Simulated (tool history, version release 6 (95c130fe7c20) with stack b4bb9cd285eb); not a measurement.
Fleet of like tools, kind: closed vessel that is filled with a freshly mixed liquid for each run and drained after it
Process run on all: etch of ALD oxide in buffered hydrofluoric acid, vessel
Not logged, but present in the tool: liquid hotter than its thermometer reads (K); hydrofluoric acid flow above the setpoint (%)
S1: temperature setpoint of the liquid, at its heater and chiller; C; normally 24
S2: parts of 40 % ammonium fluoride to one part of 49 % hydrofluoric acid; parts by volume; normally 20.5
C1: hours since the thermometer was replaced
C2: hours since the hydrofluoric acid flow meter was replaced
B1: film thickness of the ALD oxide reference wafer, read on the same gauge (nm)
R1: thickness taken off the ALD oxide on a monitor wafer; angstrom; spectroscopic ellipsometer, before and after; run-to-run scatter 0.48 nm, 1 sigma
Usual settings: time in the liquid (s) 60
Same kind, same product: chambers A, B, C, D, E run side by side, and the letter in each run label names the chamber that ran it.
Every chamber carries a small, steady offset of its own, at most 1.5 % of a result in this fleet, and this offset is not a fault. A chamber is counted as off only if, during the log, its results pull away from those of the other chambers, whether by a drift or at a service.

{"run": "1A", "hour": 4.6, "S1": 24, "S2": 20.5, "time in the liquid (s)": 60, "C1": 325.5, "C2": 687.8, "B1": 119.98, "R1": 666.45}
{"run": "2C", "hour": 9.3, "S1": 24, "S2": 20.5, "time in the liquid (s)": 60, "C1": 1059.5, "C2": 601.1, "B1": 120.01, "R1": 679.55}
{"run": "3B", "hour": 13.3, "S1": 24, "S2": 20.5, "time in the liquid (s)": 60, "C1": 473.6, "C2": 147.2, "B1": 119.96, "R1": 657.47}
{"run": "4D", "hour": 16.8, "S1": 24, "S2": 20.5, "time in the liquid (s)": 60, "C1": 36.2, "C2": 17.5, "B1": 119.98, "R1": 665.25}
{"run": "5E", "hour": 21.2, "S1": 24, "S2": 20.5, "time in the liquid (s)": 60, "C1": 617, "C2": 269.6, "B1": 120.03, "R1": 665.02}
{"run": "6E", "hour": 23.6, "S1": 24, "S2": 20.5, "time in the liquid (s)": 60, "C1": 619.4, "C2": 272, "B1": 120, "R1": 673.44}
{"run": "7B", "hour": 28.0, "S1": 24, "S2": 20.5, "time in the liquid (s)": 60, "C1": 488.3, "C2": 161.9, "B1": 120.01, "R1": 651.92}
{"run": "8C", "hour": 31.6, "S1": 24, "S2": 20.5, "time in the liquid (s)": 60, "C1": 1081.8, "C2": 623.4, "B1": 120.01, "R1": 676.4}
{"run": "9A", "hour": 34.4, "S1": 24, "S2": 20.5, "time in the liquid (s)": 60, "C1": 355.3, "C2": 717.6, "B1": 119.99, "R1": 662.44}
{"run": "10D", "hour": 38.2, "S1": 24, "S2": 20.5, "time in the liquid (s)": 60, "C1": 57.6, "C2": 38.9, "B1": 119.98, "R1": 663.78}
{"run": "11D", "hour": 40.4, "S1": 24, "S2": 20.5, "time in the liquid (s)": 60, "C1": 59.8, "C2": 41.1, "B1": 120.01, "R1": 667.54}
{"run": "12E", "hour": 44.1, "S1": 24, "S2": 20.5, "time in the liquid (s)": 60, "C1": 639.9, "C2": 292.5, "B1": 119.99, "R1": 678.03}
{"run": "13C", "hour": 47.2, "S1": 24, "S2": 20.5, "time in the liquid (s)": 60, "C1": 1097.4, "C2": 639, "B1": 120.01, "R1": 678.79}
{"run": "14B", "hour": 49.5, "S1": 24, "S2": 20.5, "time in the liquid (s)": 60, "C1": 509.8, "C2": 183.4, "B1": 120.01, "R1": 653.75}
{"run": "15A", "hour": 52.4, "S1": 24, "S2": 20.5, "time in the liquid (s)": 60, "C1": 373.3, "C2": 735.6, "B1": 119.99, "R1": 669.31}
{"run": "16D", "hour": 55.0, "S1": 24, "S2": 20.5, "time in the liquid (s)": 60, "C1": 74.4, "C2": 55.7, "B1": 120, "R1": 664.4}
{"run": "17A", "hour": 58.3, "S1": 24, "S2": 20.5, "time in the liquid (s)": 60, "C1": 379.2, "C2": 741.5, "B1": 120.01, "R1": 670.79}
{"run": "18E", "hour": 61.7, "S1": 24, "S2": 20.5, "time in the liquid (s)": 60, "C1": 657.5, "C2": 310.1, "B1": 120.02, "R1": 671.93}
{"run": "19C", "hour": 65.8, "S1": 24, "S2": 20.5, "time in the liquid (s)": 60, "C1": 1116, "C2": 657.6, "B1": 120.01, "R1": 676.47}
{"run": "20B", "hour": 70.3, "S1": 24, "S2": 20.5, "time in the liquid (s)": 60, "C1": 530.6, "C2": 204.2, "B1": 119.99, "R1": 655.37}
{"run": "21C", "hour": 75.2, "S1": 22.5, "S2": 20.5, "time in the liquid (s)": 30, "C1": 1125.4, "C2": 667, "B1": 119.99, "R1": 305.21}
{"run": "22D", "hour": 80.3, "S1": 22.5, "S2": 20.5, "time in the liquid (s)": 30, "C1": 99.7, "C2": 81, "B1": 120.01, "R1": 308.98}
{"run": "23E", "hour": 84.5, "S1": 22.5, "S2": 20.5, "time in the liquid (s)": 30, "C1": 680.3, "C2": 332.9, "B1": 119.98, "R1": 321.47}
{"run": "24A", "hour": 87.4, "S1": 22.5, "S2": 20.5, "time in the liquid (s)": 30, "C1": 408.3, "C2": 770.6, "B1": 120.01, "R1": 302}
{"run": "25B", "hour": 91.2, "S1": 22.5, "S2": 20.5, "time in the liquid (s)": 30, "C1": 551.5, "C2": 225.1, "B1": 120.02, "R1": 306.03}
{"run": "26E", "hour": 96.2, "S1": 24, "S2": 20.5, "time in the liquid (s)": 60, "C1": 692, "C2": 344.6, "B1": 119.99, "R1": 687.01}
{"run": "27A", "hour": 101.0, "S1": 24, "S2": 20.5, "time in the liquid (s)": 60, "C1": 421.9, "C2": 784.2, "B1": 120, "R1": 662.24}
{"run": "28B", "hour": 103.7, "S1": 24, "S2": 20.5, "time in the liquid (s)": 60, "C1": 564, "C2": 237.6, "B1": 120, "R1": 660.18}
{"run": "29D", "hour": 108.8, "S1": 24, "S2": 20.5, "time in the liquid (s)": 60, "C1": 128.2, "C2": 109.5, "B1": 120, "R1": 670.6}
{"run": "30C", "hour": 112.0, "S1": 24, "S2": 20.5, "time in the liquid (s)": 60, "C1": 1162.2, "C2": 703.8, "B1": 120.01, "R1": 677.75}
{"run": "31B", "hour": 116.0, "S1": 24, "S2": 20.5, "time in the liquid (s)": 60, "C1": 576.3, "C2": 249.9, "B1": 119.99, "R1": 657.73}
{"run": "32A", "hour": 120.4, "S1": 24, "S2": 20.5, "time in the liquid (s)": 60, "C1": 441.3, "C2": 803.6, "B1": 120.01, "R1": 666.76}
{"run": "33E", "hour": 124.1, "S1": 24, "S2": 20.5, "time in the liquid (s)": 60, "C1": 719.9, "C2": 372.5, "B1": 120, "R1": 699.37}
{"run": "34C", "hour": 127.7, "S1": 24, "S2": 20.5, "time in the liquid (s)": 60, "C1": 1177.9, "C2": 719.5, "B1": 119.97, "R1": 665.44}
{"run": "35D", "hour": 132.3, "S1": 24, "S2": 20.5, "time in the liquid (s)": 60, "C1": 151.7, "C2": 133, "B1": 120.03, "R1": 674.56}
{"run": "36C", "hour": 135.3, "S1": 24, "S2": 20.5, "time in the liquid (s)": 60, "C1": 1185.5, "C2": 727.1, "B1": 119.98, "R1": 673.11}
{"run": "37B", "hour": 140.1, "S1": 24, "S2": 20.5, "time in the liquid (s)": 60, "C1": 600.4, "C2": 274, "B1": 120, "R1": 650.19}
{"run": "38E", "hour": 142.8, "S1": 24, "S2": 20.5, "time in the liquid (s)": 60, "C1": 738.6, "C2": 391.2, "B1": 120.01, "R1": 718.3}
{"run": "39D", "hour": 147.3, "S1": 24, "S2": 20.5, "time in the liquid (s)": 60, "C1": 166.7, "C2": 148, "B1": 120.02, "R1": 668.27}
{"run": "40A", "hour": 149.5, "S1": 24, "S2": 20.5, "time in the liquid (s)": 60, "C1": 470.4, "C2": 832.7, "B1": 120.02, "R1": 667.96}
{"run": "41C", "hour": 152.1, "S1": 21, "S2": 17, "time in the liquid (s)": 60, "C1": 1202.3, "C2": 743.9, "B1": 120.01, "R1": 679.13}
{"run": "42D", "hour": 154.9, "S1": 21, "S2": 17, "time in the liquid (s)": 60, "C1": 174.3, "C2": 155.6, "B1": 119.96, "R1": 680.74}
{"run": "43E", "hour": 159.3, "S1": 21, "S2": 17, "time in the liquid (s)": 60, "C1": 755.1, "C2": 407.7, "B1": 120, "R1": 728.23}
{"run": "44A", "hour": 163.4, "S1": 21, "S2": 17, "time in the liquid (s)": 60, "C1": 484.3, "C2": 846.6, "B1": 120.02, "R1": 681.96}

Decide between three cases: one chamber stands off from its peers, the gauge reading all wafers drifts, or nothing is wrong past each chamber's small offset. Where a chamber is off, say which and what most likely put it there.

Little by little, chamber E moves away from the other chambers.
What lies behind it: hydrofluoric acid flow above the setpoint (%) = 9.45.
The log may not separate it from: liquid hotter than its thermometer reads (K).

Chamber E could run next with any of the 4 candidate recipes listed below; each alters the usual settings, and their results appear as question marks. Which one brings its results back in line with what the other chambers deliver on the usual settings?
Allowed miss from the other chambers' usual-settings mean, per result, to count as in line: R1 17 angstrom
{"run": "45E-1", "hour": 167.1, "S1": 24, "S2": 20, "time in the liquid (s)": 60, "R1": "?"}
{"run": "45E-2", "hour": 167.1, "S1": 24, "S2": 22.5, "time in the liquid (s)": 60, "R1": "?"}
{"run": "45E-3", "hour": 167.1, "S1": 25.5, "S2": 20.5, "time in the liquid (s)": 60, "R1": "?"}
{"run": "45E-4", "hour": 167.1, "S1": 23.5, "S2": 20.5, "time in the liquid (s)": 60, "R1": "?"}

What the other chambers average on the usual settings: R1 665.89 angstrom
run=45E-1 R1=742.57
run=45E-2 R1=666.89
run=45E-3 R1=787.31
run=45E-4 R1=704.8
It is 45E-2 that realigns the chamber with its peers.

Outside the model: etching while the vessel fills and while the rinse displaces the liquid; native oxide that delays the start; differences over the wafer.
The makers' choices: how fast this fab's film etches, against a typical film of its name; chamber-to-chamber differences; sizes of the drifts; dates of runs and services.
